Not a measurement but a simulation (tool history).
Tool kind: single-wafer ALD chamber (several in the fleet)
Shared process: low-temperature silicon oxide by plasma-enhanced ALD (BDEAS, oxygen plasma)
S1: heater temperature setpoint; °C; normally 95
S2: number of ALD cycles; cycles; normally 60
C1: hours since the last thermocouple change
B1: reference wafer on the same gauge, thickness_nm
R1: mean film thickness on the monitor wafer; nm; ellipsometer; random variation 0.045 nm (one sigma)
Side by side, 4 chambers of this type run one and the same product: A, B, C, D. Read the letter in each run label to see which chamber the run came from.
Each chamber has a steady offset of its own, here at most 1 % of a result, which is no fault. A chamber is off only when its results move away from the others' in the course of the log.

Run 1C, hour 3.6: usual settings; C1 1060.2; B1 9.0318. Result: R1 8.6434 nm.
Run 2B, hour 6.8: usual settings; C1 1565; B1 9.033. Result: R1 8.7383 nm.
Run 3A, hour 8.9: usual settings; C1 1995.5; B1 9.0448. Result: R1 8.7041 nm.
Run 4D, hour 10.7: usual settings; C1 1633.6; B1 9.0225. Result: R1 8.6511 nm.
Run 5A, hour 13.2: usual settings; C1 1999.8; B1 9.034. Result: R1 8.6816 nm.
Run 6C, hour 16.3: usual settings; C1 1072.9; B1 9.0328. Result: R1 8.6358 nm.
Run 7D, hour 19.7: usual settings but S1 81 °C; C1 1642.6; B1 9.0331. Result: R1 9.1078 nm.
Run 8B, hour 22.7: usual settings but S1 81 °C; C1 1580.9; B1 9.0255. Result: R1 9.1375 nm.
Run 9B, hour 26.2: usual settings but S1 81 °C; C1 1584.4; B1 9.0208. Result: R1 9.1595 nm.
Run 10A, hour 29.8: usual settings but S1 81 °C; C1 2016.4; B1 9.0393. Result: R1 9.1932 nm.
Run 11C, hour 32.5: usual settings; C1 1089.1; B1 9.0332. Result: R1 8.6183 nm.
Run 12D, hour 35.1: usual settings; C1 1658; B1 9.0315. Result: R1 8.7929 nm.
Run 13D, hour 39.3: usual settings; C1 1662.2; B1 9.0479. Result: R1 8.6988 nm.
Run 14B, hour 41.6: usual settings; C1 1599.8; B1 9.0197. Result: R1 8.7301 nm.
Run 15A, hour 43.7: usual settings; C1 2030.3; B1 9.0365. Result: R1 8.6641 nm.
Run 16C, hour 47.3: usual settings; C1 1103.9; B1 9.031. Result: R1 8.6176 nm.
Run 17A, hour 50.2: usual settings; C1 2036.8; B1 9.0357. Result: R1 8.7221 nm.
Run 18C, hour 52.7: usual settings; C1 1109.3; B1 9.0336. Result: R1 8.6274 nm.
Run 19B, hour 55.2: usual settings; C1 1613.4; B1 9.0197. Result: R1 8.7376 nm.
Run 20D, hour 58.8: usual settings; C1 1681.7; B1 9.0391. Result: R1 8.7995 nm.
Run 21D, hour 61.9: usual settings; C1 1684.8; B1 9.0269. Result: R1 8.7303 nm.
Run 22C, hour 64.5: usual settings; C1 1121.1; B1 9.033. Result: R1 8.6447 nm.
Run 23B, hour 67.8: usual settings; C1 1626; B1 9.021. Result: R1 8.8036 nm.
Run 24A, hour 70.5: usual settings; C1 2057.1; B1 9.0283. Result: R1 8.7488 nm.
Run 25B, hour 74: usual settings; C1 1632.2; B1 9.0372. Result: R1 8.7355 nm.
Run 26A, hour 77.8: usual settings; C1 2064.4; B1 9.0152. Result: R1 8.7156 nm.
Run 27C, hour 80.2: usual settings; C1 1136.8; B1 9.0351. Result: R1 8.6178 nm.
Run 28D, hour 83.5: usual settings; C1 1706.4; B1 9.0306. Result: R1 8.6264 nm.
Run 29D, hour 85.4: usual settings; C1 1708.3; B1 9.0193. Result: R1 8.6837 nm.
Run 30B, hour 87.5: usual settings; C1 1645.7; B1 9.0295. Result: R1 8.7826 nm.
Run 31A, hour 89.5: usual settings; C1 2076.1; B1 9.0258. Result: R1 8.6975 nm.
Run 32C, hour 92: usual settings; C1 1148.6; B1 9.0357. Result: R1 8.6569 nm.

Next, every chamber runs the same settings. What will each give?
Run 33A, hour 95: usual settings but S1 108 °C. Result: R1 ?.
Run 33B, hour 95: usual settings but S1 108 °C. Result: R1 ?.
Run 33C, hour 95: usual settings but S1 108 °C. Result: R1 ?.
Run 33D, hour 95: usual settings but S1 108 °C. Result: R1 ?.

run      R1
33A  8.4437
33B  8.4756
33C  8.3954
33D  8.4141
